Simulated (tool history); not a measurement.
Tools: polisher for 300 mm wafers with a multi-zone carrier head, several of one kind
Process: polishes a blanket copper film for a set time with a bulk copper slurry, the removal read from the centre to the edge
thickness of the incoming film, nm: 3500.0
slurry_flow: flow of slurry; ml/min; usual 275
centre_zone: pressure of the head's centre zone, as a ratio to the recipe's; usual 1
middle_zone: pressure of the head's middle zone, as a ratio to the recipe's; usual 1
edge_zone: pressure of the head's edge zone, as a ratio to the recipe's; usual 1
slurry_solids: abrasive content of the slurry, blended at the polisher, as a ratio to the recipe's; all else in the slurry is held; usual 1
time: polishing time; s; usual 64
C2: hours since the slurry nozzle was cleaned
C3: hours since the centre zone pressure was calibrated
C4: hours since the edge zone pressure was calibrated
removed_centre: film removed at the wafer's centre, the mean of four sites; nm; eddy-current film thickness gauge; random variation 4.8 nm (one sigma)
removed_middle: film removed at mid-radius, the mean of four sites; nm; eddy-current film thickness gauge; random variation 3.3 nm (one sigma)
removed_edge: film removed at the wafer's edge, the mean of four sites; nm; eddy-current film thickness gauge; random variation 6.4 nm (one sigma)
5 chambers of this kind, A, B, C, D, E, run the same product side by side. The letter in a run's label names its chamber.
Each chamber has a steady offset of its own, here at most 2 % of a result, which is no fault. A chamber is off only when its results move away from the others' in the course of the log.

Run 1E, hour 12.6: usual settings; wafers polished on this pad 785; C2 120.8; C3 401.2; C4 101.9. Result: removed_centre 528.69 nm, removed_middle 533.84 nm, removed_edge 522.71 nm.
At hour 20.2: chamber D: worn pad replaced by a new one.
Run 2B, hour 24.8: usual settings; wafers polished on this pad 252; C2 332; C3 604.6; C4 372. Result: removed_centre 537.77 nm, removed_middle 533.42 nm, removed_edge 540.38 nm.
At hour 27.9: chamber C: worn pad replaced by a new one.
Run 3C, hour 36.5: usual settings; wafers polished on this pad 65; C2 480.1; C3 626.8; C4 340.8. Result: removed_centre 532.88 nm, removed_middle 530.19 nm, removed_edge 531.1 nm.
At hour 42.1: chamber A: worn pad replaced by a new one.
Run 4A, hour 46.2: usual settings; wafers polished on this pad 30; C2 50.5; C3 687.3; C4 756.5. Result: removed_centre 534.93 nm, removed_middle 520.66 nm, removed_edge 529.91 nm.
Run 5D, hour 54.6: usual settings; wafers polished on this pad 258; C2 395.6; C3 77; C4 369.4. Result: removed_centre 535.43 nm, removed_middle 538.4 nm, removed_edge 536.41 nm.
At hour 60: chamber C: edge zone pressure recalibrated.
Run 6B, hour 62.9: usual settings; wafers polished on this pad 537; C2 370.1; C3 642.7; C4 410.1. Result: removed_centre 518.44 nm, removed_middle 532.38 nm, removed_edge 531.86 nm.
At hour 64.9: chamber C: slurry nozzle cleaned.
At hour 65.8: chamber D: slurry nozzle cleaned.
Run 7C, hour 70: usual settings; wafers polished on this pad 316; C2 5.2; C3 660.3; C4 10. Result: removed_centre 527.59 nm, removed_middle 527.2 nm, removed_edge 525.85 nm.
Run 8E, hour 77.6: usual settings; wafers polished on this pad 1272; C2 185.8; C3 466.2; C4 166.9. Result: removed_centre 532.11 nm, removed_middle 536.03 nm, removed_edge 539.43 nm.
Run 9D, hour 90: usual settings but centre_zone 0.91, middle_zone 1.09; wafers polished on this pad 523; C2 24.3; C3 112.4; C4 404.8. Result: removed_centre 485.17 nm, removed_middle 585.94 nm, removed_edge 540.92 nm.
At hour 94.2: chamber B: worn pad replaced by a new one.
Run 10A, hour 100.4: usual settings but centre_zone 0.91, middle_zone 1.09; wafers polished on this pad 437; C2 104.7; C3 741.5; C4 810.7. Result: removed_centre 481.68 nm, removed_middle 564.2 nm, removed_edge 520.78 nm.
At hour 107.8: chamber E: worn pad replaced by a new one.
Run 11C, hour 108.5: usual settings but centre_zone 0.91, middle_zone 1.09; wafers polished on this pad 604; C2 43.7; C3 698.8; C4 48.5. Result: removed_centre 484.93 nm, removed_middle 571.41 nm, removed_edge 531.81 nm.
At hour 115.3: chamber B: slurry nozzle cleaned.
Run 12B, hour 119.4: usual settings but centre_zone 0.91, middle_zone 1.09; wafers polished on this pad 189; C2 4.2; C3 699.2; C4 466.6. Result: removed_centre 473.3 nm, removed_middle 582.01 nm, removed_edge 541.51 nm.
Run 13D, hour 130.4: usual settings but centre_zone 0.91, middle_zone 1.09; wafers polished on this pad 826; C2 64.7; C3 152.8; C4 445.2. Result: removed_centre 484.49 nm, removed_middle 579.01 nm, removed_edge 544.37 nm.
Run 14E, hour 136.8: usual settings but middle_zone 1.07, slurry_solids 0.75; wafers polished on this pad 217; C2 245; C3 525.4; C4 226.1. Result: removed_centre 505.25 nm, removed_middle 538.01 nm, removed_edge 512.27 nm.
Run 15A, hour 147.7: usual settings but middle_zone 1.07, slurry_solids 0.75; wafers polished on this pad 791; C2 152; C3 788.8; C4 858. Result: removed_centre 500.63 nm, removed_middle 526.75 nm, removed_edge 490.25 nm.
At hour 149.1: chamber D: worn pad replaced by a new one.
At hour 150.3: chamber C: worn pad replaced by a new one.
Run 16D, hour 157.5: usual settings but middle_zone 1.07, slurry_solids 0.75; wafers polished on this pad 63; C2 91.8; C3 179.9; C4 472.3. Result: removed_centre 500.54 nm, removed_middle 535.29 nm, removed_edge 497.25 nm.
At hour 167.4: chamber E: slurry nozzle cleaned.
At hour 167.7: chamber A: centre zone pressure recalibrated.
Run 17E, hour 168.8: usual settings but middle_zone 1.07, slurry_solids 0.75; wafers polished on this pad 457; C2 1.4; C3 557.4; C4 258.1. Result: removed_centre 494.09 nm, removed_middle 533.75 nm, removed_edge 510.05 nm.
Run 18B, hour 178.3: usual settings but middle_zone 1.07, slurry_solids 0.75; wafers polished on this pad 630; C2 63.1; C3 758.1; C4 525.5. Result: removed_centre 478.64 nm, removed_middle 529.04 nm, removed_edge 504.2 nm.
Run 19C, hour 187.6: usual settings; wafers polished on this pad 279; C2 122.8; C3 777.9; C4 127.6. Result: removed_centre 526.19 nm, removed_middle 527.54 nm, removed_edge 525.5 nm.
Run 20A, hour 196.6: usual settings; wafers polished on this pad 1158; C2 200.9; C3 29; C4 906.9. Result: removed_centre 525.85 nm, removed_middle 518.71 nm, removed_edge 523.11 nm.
Run 21A, hour 205.9: usual settings; wafers polished on this pad 1228; C2 210.2; C3 38.3; C4 916.2. Result: removed_centre 530.82 nm, removed_middle 526.75 nm, removed_edge 520.33 nm.
At hour 206.1: chamber B: worn pad replaced by a new one.
Run 22E, hour 212.1: usual settings; wafers polished on this pad 782; C2 44.7; C3 600.7; C4 301.4. Result: removed_centre 529.87 nm, removed_middle 534.64 nm, removed_edge 532.87 nm.
At hour 215.2: chamber A: worn pad replaced by a new one.
Run 23D, hour 221.6: usual settings; wafers polished on this pad 544; C2 155.9; C3 244; C4 536.4. Result: removed_centre 527.11 nm, removed_middle 538.37 nm, removed_edge 535.28 nm.
Run 24C, hour 227.5: usual settings; wafers polished on this pad 579; C2 162.7; C3 817.8; C4 167.5. Result: removed_centre 527.94 nm, removed_middle 522.43 nm, removed_edge 532.07 nm.
Run 25B, hour 235.8: usual settings; wafers polished on this pad 223; C2 120.6; C3 815.6; C4 583. Result: removed_centre 513.25 nm, removed_middle 533.04 nm, removed_edge 530.63 nm.
Run 26E, hour 242.3: usual settings; wafers polished on this pad 1008; C2 74.9; C3 630.9; C4 331.6. Result: removed_centre 536.94 nm, removed_middle 533.47 nm, removed_edge 525.2 nm.
Run 27D, hour 248: usual settings; wafers polished on this pad 742; C2 182.3; C3 270.4; C4 562.8. Result: removed_centre 533.93 nm, removed_middle 533.66 nm, removed_edge 531.4 nm.
Run 28A, hour 254.9: usual settings; wafers polished on this pad 297; C2 259.2; C3 87.3; C4 965.2. Result: removed_centre 532.88 nm, removed_middle 520.57 nm, removed_edge 539.35 nm.
Run 29B, hour 265.7: usual settings but slurry_flow 365 ml/min, slurry_solids 1.15; wafers polished on this pad 447; C2 150.5; C3 845.5; C4 612.9. Result: removed_centre 543.25 nm, removed_middle 564.06 nm, removed_edge 561.87 nm.
At hour 268.6: chamber C: worn pad replaced by a new one.
Run 30C, hour 273.6: usual settings but slurry_flow 365 ml/min, slurry_solids 1.15; wafers polished on this pad 38; C2 208.8; C3 863.9; C4 213.6. Result: removed_centre 553.47 nm, removed_middle 553.54 nm, removed_edge 568.06 nm.
At hour 275: chamber D: worn pad replaced by a new one.
At hour 275.9: chamber E: worn pad replaced by a new one.
Run 31C, hour 281.3: usual settings but slurry_flow 365 ml/min, slurry_solids 1.15; wafers polished on this pad 95; C2 216.5; C3 871.6; C4 221.3. Result: removed_centre 556.46 nm, removed_middle 554.1 nm, removed_edge 554.32 nm.
Run 32B, hour 291.6: usual settings but slurry_flow 365 ml/min, slurry_solids 1.15; wafers polished on this pad 641; C2 176.4; C3 871.4; C4 638.8. Result: removed_centre 532.7 nm, removed_middle 562.26 nm, removed_edge 565.64 nm.
Run 33D, hour 300.3: usual settings but slurry_flow 365 ml/min, slurry_solids 1.15; wafers polished on this pad 189; C2 234.6; C3 322.7; C4 615.1. Result: removed_centre 568.71 nm, removed_middle 570.24 nm, removed_edge 550.91 nm.
Run 34E, hour 306.8: usual settings; wafers polished on this pad 231; C2 139.4; C3 695.4; C4 396.1. Result: removed_centre 538.6 nm, removed_middle 527.77 nm, removed_edge 537.87 nm.
Run 35A, hour 312.9: usual settings; wafers polished on this pad 732; C2 317.2; C3 145.3; C4 1023.2. Result: removed_centre 529.98 nm, removed_middle 522.07 nm, removed_edge 515.98 nm.
At hour 319: chamber B: worn pad replaced by a new one.
Run 36E, hour 324.2: usual settings; wafers polished on this pad 362; C2 156.8; C3 712.8; C4 413.5. Result: removed_centre 535.28 nm, removed_middle 527.15 nm, removed_edge 525.15 nm.
Run 37A, hour 332.4: usual settings; wafers polished on this pad 878; C2 336.7; C3 164.8; C4 1042.7. Result: removed_centre 531.83 nm, removed_middle 523.43 nm, removed_edge 536.79 nm.
At hour 342.8: chamber D: centre zone pressure recalibrated.
Run 38B, hour 344.6: usual settings; wafers polished on this pad 192; C2 229.4; C3 924.4; C4 691.8. Result: removed_centre 509.33 nm, removed_middle 531.71 nm, removed_edge 541.05 nm.
Run 39D, hour 350.8: usual settings; wafers polished on this pad 568; C2 285.1; C3 8.1; C4 665.6. Result: removed_centre 530.01 nm, removed_middle 536.91 nm, removed_edge 533.66 nm.
Run 40C, hour 361.7: usual settings; wafers polished on this pad 698; C2 296.9; C3 952; C4 301.7. Result: removed_centre 532.37 nm, removed_middle 526.93 nm, removed_edge 534.69 nm.
Run 41D, hour 372.3: usual settings but slurry_flow 195 ml/min, edge_zone 1.05; wafers polished on this pad 729; C2 306.6; C3 29.6; C4 687.1. Result: removed_centre 506.66 nm, removed_middle 511.57 nm, removed_edge 534.9 nm.

Next, every chamber runs the same settings. What will each give?
Run 42A, hour 381.5: usual settings but slurry_flow 355 ml/min. Result: removed_centre ?, removed_middle ?, removed_edge ?.
Run 42B, hour 381.5: usual settings but slurry_flow 355 ml/min. Result: removed_centre ?, removed_middle ?, removed_edge ?.
Run 42C, hour 381.5: usual settings but slurry_flow 355 ml/min. Result: removed_centre ?, removed_middle ?, removed_edge ?.
Run 42D, hour 381.5: usual settings but slurry_flow 355 ml/min. Result: removed_centre ?, removed_middle ?, removed_edge ?.
Run 42E, hour 381.5: usual settings but slurry_flow 355 ml/min. Result: removed_centre ?, removed_middle ?, removed_edge ?.

run  removed_centre  removed_middle  removed_edge
42A          546.82          533.04        540.63
42B          504.53          543.29        561.69
42C          545.75          539.27        540.35
42D             541          549.21        558.94
42E          548.48             544        547.75

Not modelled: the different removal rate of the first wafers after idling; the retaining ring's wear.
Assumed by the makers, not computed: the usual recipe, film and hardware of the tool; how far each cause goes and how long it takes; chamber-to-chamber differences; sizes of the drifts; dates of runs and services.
